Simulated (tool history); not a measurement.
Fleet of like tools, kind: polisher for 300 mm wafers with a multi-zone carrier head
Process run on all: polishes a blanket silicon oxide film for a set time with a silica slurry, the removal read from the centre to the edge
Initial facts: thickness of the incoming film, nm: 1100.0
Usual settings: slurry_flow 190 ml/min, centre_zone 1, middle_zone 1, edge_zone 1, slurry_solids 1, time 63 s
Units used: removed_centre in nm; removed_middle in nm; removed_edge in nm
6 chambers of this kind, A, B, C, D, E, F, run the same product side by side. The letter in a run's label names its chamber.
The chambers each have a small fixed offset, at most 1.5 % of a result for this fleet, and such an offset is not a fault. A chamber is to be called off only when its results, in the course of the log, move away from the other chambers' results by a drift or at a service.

-- hour=2.3 chamber D: worn pad replaced by a new one
-- hour=3.7 chamber B: edge zone pressure recalibrated
run 1C hour=6.7 | slurry_flow=190 centre_zone=1 middle_zone=1 edge_zone=1 slurry_solids=1 time=63 | removed_centre=143.23 removed_middle=145.21 removed_edge=142.04
-- hour=15 chamber D: slurry nozzle cleaned
run 2F hour=17.3 | slurry_flow=190 centre_zone=1 middle_zone=1 edge_zone=1 slurry_solids=1 time=63 | removed_centre=143.77 removed_middle=146.16 removed_edge=145.57
run 3E hour=27.3 | slurry_flow=190 centre_zone=1 middle_zone=1 edge_zone=1 slurry_solids=1 time=63 | removed_centre=143.14 removed_middle=145.4 removed_edge=145.38
-- hour=32.5 chamber B: worn pad replaced by a new one
-- hour=34.7 chamber E: worn pad replaced by a new one
run 4D hour=36.1 | slurry_flow=190 centre_zone=1 middle_zone=1 edge_zone=1 slurry_solids=1 time=63 | removed_centre=145.75 removed_middle=147.27 removed_edge=145.02
-- hour=39.6 chamber A: worn pad replaced by a new one
run 5A hour=42.9 | slurry_flow=190 centre_zone=1 middle_zone=1 edge_zone=1 slurry_solids=1 time=63 | removed_centre=144.77 removed_middle=145.07 removed_edge=146.16
-- hour=49.2 chamber F: worn pad replaced by a new one
run 6B hour=50.4 | slurry_flow=190 centre_zone=1 middle_zone=1 edge_zone=1 slurry_solids=1 time=63 | removed_centre=143.84 removed_middle=146.29 removed_edge=143.32
run 7A hour=57.1 | slurry_flow=190 centre_zone=1 middle_zone=1 edge_zone=1 slurry_solids=1 time=63 | removed_centre=145 removed_middle=145.43 removed_edge=146.53
run 8E hour=62.7 | slurry_flow=190 centre_zone=1 middle_zone=1 edge_zone=1 slurry_solids=1 time=63 | removed_centre=146.43 removed_middle=143.78 removed_edge=144.59
run 9F hour=71.6 | slurry_flow=215 centre_zone=1 middle_zone=1 edge_zone=1.08 slurry_solids=1 time=63 | removed_centre=148.82 removed_middle=148.61 removed_edge=153.8
run 10C hour=79.3 | slurry_flow=215 centre_zone=1 middle_zone=1 edge_zone=1.08 slurry_solids=1 time=63 | removed_centre=146.48 removed_middle=148.88 removed_edge=151.14
run 11D hour=85.9 | slurry_flow=215 centre_zone=1 middle_zone=1 edge_zone=1.08 slurry_solids=1 time=63 | removed_centre=148.25 removed_middle=149.68 removed_edge=152.27
run 12B hour=93 | slurry_flow=215 centre_zone=1 middle_zone=1 edge_zone=1.08 slurry_solids=1 time=63 | removed_centre=144.45 removed_middle=148.5 removed_edge=153.84
-- hour=93.5 chamber C: worn pad replaced by a new one
run 13F hour=100.6 | slurry_flow=215 centre_zone=1 middle_zone=1 edge_zone=1.08 slurry_solids=1 time=63 | removed_centre=147.77 removed_middle=147.59 removed_edge=153.78
run 14C hour=109.2 | slurry_flow=215 centre_zone=1 middle_zone=1 edge_zone=1.08 slurry_solids=1 time=63 | removed_centre=148.54 removed_middle=148.43 removed_edge=151.89
-- hour=112.3 chamber F: worn pad replaced by a new one
-- hour=116 chamber A: worn pad replaced by a new one
run 15B hour=120.9 | slurry_flow=190 centre_zone=1 middle_zone=1 edge_zone=1 slurry_solids=1 time=63 | removed_centre=140.41 removed_middle=147.47 removed_edge=145.16
run 16E hour=131.3 | slurry_flow=190 centre_zone=1 middle_zone=1 edge_zone=1 slurry_solids=1 time=63 | removed_centre=148.26 removed_middle=143.98 removed_edge=144.49
-- hour=139.7 chamber E: worn pad replaced by a new one
run 17D hour=141.2 | slurry_flow=190 centre_zone=1 middle_zone=1 edge_zone=1 slurry_solids=1 time=63 | removed_centre=144.85 removed_middle=147.03 removed_edge=146.59
-- hour=144.2 chamber D: worn pad replaced by a new one
-- hour=149.1 chamber C: slurry nozzle cleaned
run 18A hour=153.3 | slurry_flow=190 centre_zone=1 middle_zone=1 edge_zone=1 slurry_solids=1 time=63 | removed_centre=145.79 removed_middle=144.88 removed_edge=144.61
run 19E hour=163 | slurry_flow=190 centre_zone=1 middle_zone=1 edge_zone=1 slurry_solids=0.85 time=83 | removed_centre=177.51 removed_middle=177.44 removed_edge=176.76
run 20B hour=171.9 | slurry_flow=190 centre_zone=1 middle_zone=1 edge_zone=1 slurry_solids=0.85 time=83 | removed_centre=174.51 removed_middle=176.18 removed_edge=176.4
-- hour=177.6 chamber F: worn pad replaced by a new one
run 21D hour=178.8 | slurry_flow=190 centre_zone=1 middle_zone=1 edge_zone=1 slurry_solids=0.85 time=83 | removed_centre=178.37 removed_middle=178.6 removed_edge=175.68
run 22A hour=184.2 | slurry_flow=190 centre_zone=1 middle_zone=1 edge_zone=1 slurry_solids=0.85 time=83 | removed_centre=176.16 removed_middle=176.01 removed_edge=175.87
run 23C hour=191.7 | slurry_flow=190 centre_zone=1 middle_zone=1 edge_zone=1 slurry_solids=0.85 time=83 | removed_centre=173.95 removed_middle=176.78 removed_edge=175.59
run 24F hour=197.8 | slurry_flow=190 centre_zone=1 middle_zone=1 edge_zone=1 slurry_solids=0.85 time=83 | removed_centre=180.31 removed_middle=176.95 removed_edge=179.27
-- hour=202.6 chamber B: worn pad replaced by a new one
-- hour=204.5 chamber A: worn pad replaced by a new one
run 25C hour=207.6 | slurry_flow=190 centre_zone=1 middle_zone=1 edge_zone=1 slurry_solids=1 time=63 | removed_centre=146.7 removed_middle=146.11 removed_edge=144.49
run 26B hour=213.4 | slurry_flow=190 centre_zone=1 middle_zone=1 edge_zone=1 slurry_solids=1 time=63 | removed_centre=139.31 removed_middle=143.88 removed_edge=143.49
run 27D hour=221.1 | slurry_flow=190 centre_zone=1 middle_zone=1 edge_zone=1 slurry_solids=1 time=63 | removed_centre=146.33 removed_middle=145.18 removed_edge=145.9
run 28E hour=231.6 | slurry_flow=190 centre_zone=1 middle_zone=1 edge_zone=1 slurry_solids=1 time=63 | removed_centre=145.38 removed_middle=144.44 removed_edge=144.56
-- hour=237.8 chamber E: worn pad replaced by a new one
run 29F hour=240.5 | slurry_flow=190 centre_zone=1 middle_zone=1 edge_zone=1 slurry_solids=1 time=63 | removed_centre=145.45 removed_middle=144.25 removed_edge=147.01
-- hour=242 chamber F: worn pad replaced by a new one
-- hour=246.1 chamber C: worn pad replaced by a new one
run 30A hour=247.5 | slurry_flow=190 centre_zone=1 middle_zone=1 edge_zone=1 slurry_solids=1 time=63 | removed_centre=144.58 removed_middle=144.09 removed_edge=146.18
-- hour=251.9 chamber A: slurry nozzle cleaned
run 31B hour=255.5 | slurry_flow=190 centre_zone=1 middle_zone=1 edge_zone=1 slurry_solids=1 time=63 | removed_centre=136.51 removed_middle=140.3 removed_edge=140.41
run 32A hour=264.7 | slurry_flow=190 centre_zone=1 middle_zone=1 edge_zone=1 slurry_solids=1 time=63 | removed_centre=144.01 removed_middle=143.83 removed_edge=144.45
run 33F hour=273.7 | slurry_flow=190 centre_zone=1 middle_zone=1 edge_zone=1 slurry_solids=1 time=63 | removed_centre=147.75 removed_middle=145.18 removed_edge=146.45
-- hour=274.6 chamber D: edge zone pressure recalibrated
run 34C hour=282.4 | slurry_flow=190 centre_zone=1 middle_zone=1 edge_zone=1 slurry_solids=1 time=63 | removed_centre=147.03 removed_middle=145.48 removed_edge=143.33
run 35E hour=290.8 | slurry_flow=190 centre_zone=1 middle_zone=1 edge_zone=1 slurry_solids=1 time=52 | removed_centre=118.32 removed_middle=121.43 removed_edge=118.41
run 36D hour=298 | slurry_flow=190 centre_zone=1 middle_zone=1 edge_zone=1 slurry_solids=1 time=52 | removed_centre=120.67 removed_middle=119.79 removed_edge=120.1

Predict what each chamber gives when all 6 of them run the settings below next.
run 37A hour=306.8 | slurry_flow=190 centre_zone=1 middle_zone=1 edge_zone=1 slurry_solids=1 time=63 | removed_centre=? removed_middle=? removed_edge=?
run 37B hour=306.8 | slurry_flow=190 centre_zone=1 middle_zone=1 edge_zone=1 slurry_solids=1 time=63 | removed_centre=? removed_middle=? removed_edge=?
run 37C hour=306.8 | slurry_flow=190 centre_zone=1 middle_zone=1 edge_zone=1 slurry_solids=1 time=63 | removed_centre=? removed_middle=? removed_edge=?
run 37D hour=306.8 | slurry_flow=190 centre_zone=1 middle_zone=1 edge_zone=1 slurry_solids=1 time=63 | removed_centre=? removed_middle=? removed_edge=?
run 37E hour=306.8 | slurry_flow=190 centre_zone=1 middle_zone=1 edge_zone=1 slurry_solids=1 time=63 | removed_centre=? removed_middle=? removed_edge=?
run 37F hour=306.8 | slurry_flow=190 centre_zone=1 middle_zone=1 edge_zone=1 slurry_solids=1 time=63 | removed_centre=? removed_middle=? removed_edge=?

run=37A removed_centre=143.92 removed_middle=143.07 removed_edge=144.14
run=37B removed_centre=131.8 removed_middle=138.39 removed_edge=138.47
run=37C removed_centre=141.59 removed_middle=146.72 removed_edge=143.81
run=37D removed_centre=144.16 removed_middle=147 removed_edge=146.03
run=37E removed_centre=142.98 removed_middle=145.69 removed_edge=145.18
run=37F removed_centre=145.21 removed_middle=145.01 removed_edge=145.22
